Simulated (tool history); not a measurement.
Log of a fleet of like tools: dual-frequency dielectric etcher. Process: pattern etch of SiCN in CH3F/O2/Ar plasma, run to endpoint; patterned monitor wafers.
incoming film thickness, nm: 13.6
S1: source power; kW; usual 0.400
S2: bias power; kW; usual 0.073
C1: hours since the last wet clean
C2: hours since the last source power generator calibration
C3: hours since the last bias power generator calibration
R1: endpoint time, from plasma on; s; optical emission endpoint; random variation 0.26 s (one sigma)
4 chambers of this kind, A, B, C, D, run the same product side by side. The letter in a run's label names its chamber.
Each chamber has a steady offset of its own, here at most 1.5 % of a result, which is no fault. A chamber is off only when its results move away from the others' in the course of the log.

Run 1A, hour 10.7: usual settings; C1 160.2; C2 1646.4; C3 1668.9. Result: R1 35.749 s.
Run 2C, hour 18.5: usual settings; C1 312.4; C2 2430.2; C3 225.2. Result: R1 36.076 s.
Run 3B, hour 24.8: usual settings; C1 247.6; C2 1247.2; C3 789.4. Result: R1 36.446 s.
Run 4D, hour 35.6: usual settings; C1 276.3; C2 375.1; C3 2941.1. Result: R1 36.581 s.
Run 5C, hour 45.1: usual settings; C1 339.0; C2 2456.8; C3 251.8. Result: R1 36.976 s.
Run 6D, hour 54.0: usual settings; C1 294.7; C2 393.5; C3 2959.5. Result: R1 36.654 s.
Run 7A, hour 60.3: usual settings; C1 209.8; C2 1696.0; C3 1718.5. Result: R1 35.703 s.
Run 8B, hour 70.5: usual settings but S1 0.490 kW, S2 0.055 kW; C1 293.3; C2 1292.9; C3 835.1. Result: R1 36.562 s.
Run 9C, hour 75.9: usual settings but S1 0.490 kW, S2 0.055 kW; C1 369.8; C2 2487.6; C3 282.6. Result: R1 36.993 s.
Run 10B, hour 82.4: usual settings but S1 0.490 kW, S2 0.055 kW; C1 305.2; C2 1304.8; C3 847.0. Result: R1 36.805 s.
Run 11D, hour 94.1: usual settings but S1 0.490 kW, S2 0.055 kW; C1 334.8; C2 433.6; C3 2999.6. Result: R1 37.693 s.
Run 12A, hour 104.3: usual settings; C1 253.8; C2 1740.0; C3 1762.5. Result: R1 36.089 s.
Run 13D, hour 116.3: usual settings; C1 357.0; C2 455.8; C3 3021.8. Result: R1 36.849 s.
At hour 117.1: chamber C: wet clean of the chamber.
Run 14A, hour 123.4: usual settings; C1 272.9; C2 1759.1; C3 1781.6. Result: R1 35.614 s.
Run 15B, hour 132.8: usual settings; C1 355.6; C2 1355.2; C3 897.4. Result: R1 36.233 s.
Run 16C, hour 140.4: usual settings; C1 23.4; C2 2552.1; C3 347.1. Result: R1 36.449 s.
Run 17B, hour 149.2: usual settings; C1 372.0; C2 1371.6; C3 913.8. Result: R1 36.384 s.
At hour 151.5: chamber D: bias power generator calibrated.
Run 18D, hour 155.1: usual settings; C1 395.8; C2 494.6; C3 3.7. Result: R1 36.317 s.
At hour 161.8: chamber D: wet clean of the chamber.
Run 19C, hour 165.2: usual settings; C1 48.2; C2 2576.9; C3 371.9. Result: R1 35.829 s.
Run 20A, hour 170.6: usual settings; C1 320.1; C2 1806.3; C3 1828.8. Result: R1 36.025 s.
Run 21B, hour 179.1: usual settings but S1 0.340 kW, S2 0.067 kW; C1 401.9; C2 1401.5; C3 943.7. Result: R1 39.497 s.
Run 22D, hour 191.2: usual settings but S1 0.340 kW, S2 0.067 kW; C1 29.5; C2 530.7; C3 39.8. Result: R1 41.533 s.
Run 23A, hour 197.6: usual settings but S1 0.340 kW, S2 0.067 kW; C1 347.1; C2 1833.3; C3 1855.8. Result: R1 40.024 s.
Run 24C, hour 207.7: usual settings but S1 0.340 kW, S2 0.067 kW; C1 90.7; C2 2619.4; C3 414.4. Result: R1 40.099 s.
Run 25A, hour 213.2: usual settings; C1 362.7; C2 1848.9; C3 1871.4. Result: R1 35.657 s.
Run 26D, hour 223.1: usual settings; C1 61.4; C2 562.6; C3 71.7. Result: R1 37.260 s.
Run 27C, hour 231.0: usual settings; C1 114.0; C2 2642.7; C3 437.7. Result: R1 36.194 s.
Run 28B, hour 237.2: usual settings; C1 460.0; C2 1459.6; C3 1001.8. Result: R1 35.968 s.
Run 29B, hour 245.0: usual settings; C1 467.8; C2 1467.4; C3 1009.6. Result: R1 35.958 s.
Run 30A, hour 255.7: usual settings; C1 405.2; C2 1891.4; C3 1913.9. Result: R1 35.566 s.
Run 31D, hour 264.7: usual settings but S1 0.490 kW; C1 103.0; C2 604.2; C3 113.3. Result: R1 35.472 s.
Run 32C, hour 277.2: usual settings but S1 0.490 kW; C1 160.2; C2 2688.9; C3 483.9. Result: R1 33.696 s.

All 4 chambers run these settings next. Forecast each chamber's results:
Run 33A, hour 286.2: usual settings but S2 0.062 kW. Result: R1 ?.
Run 33B, hour 286.2: usual settings but S2 0.062 kW. Result: R1 ?.
Run 33C, hour 286.2: usual settings but S2 0.062 kW. Result: R1 ?.
Run 33D, hour 286.2: usual settings but S2 0.062 kW. Result: R1 ?.

run      R1
33A  37.532
33B  38.076
33C  38.338
33D  40.307
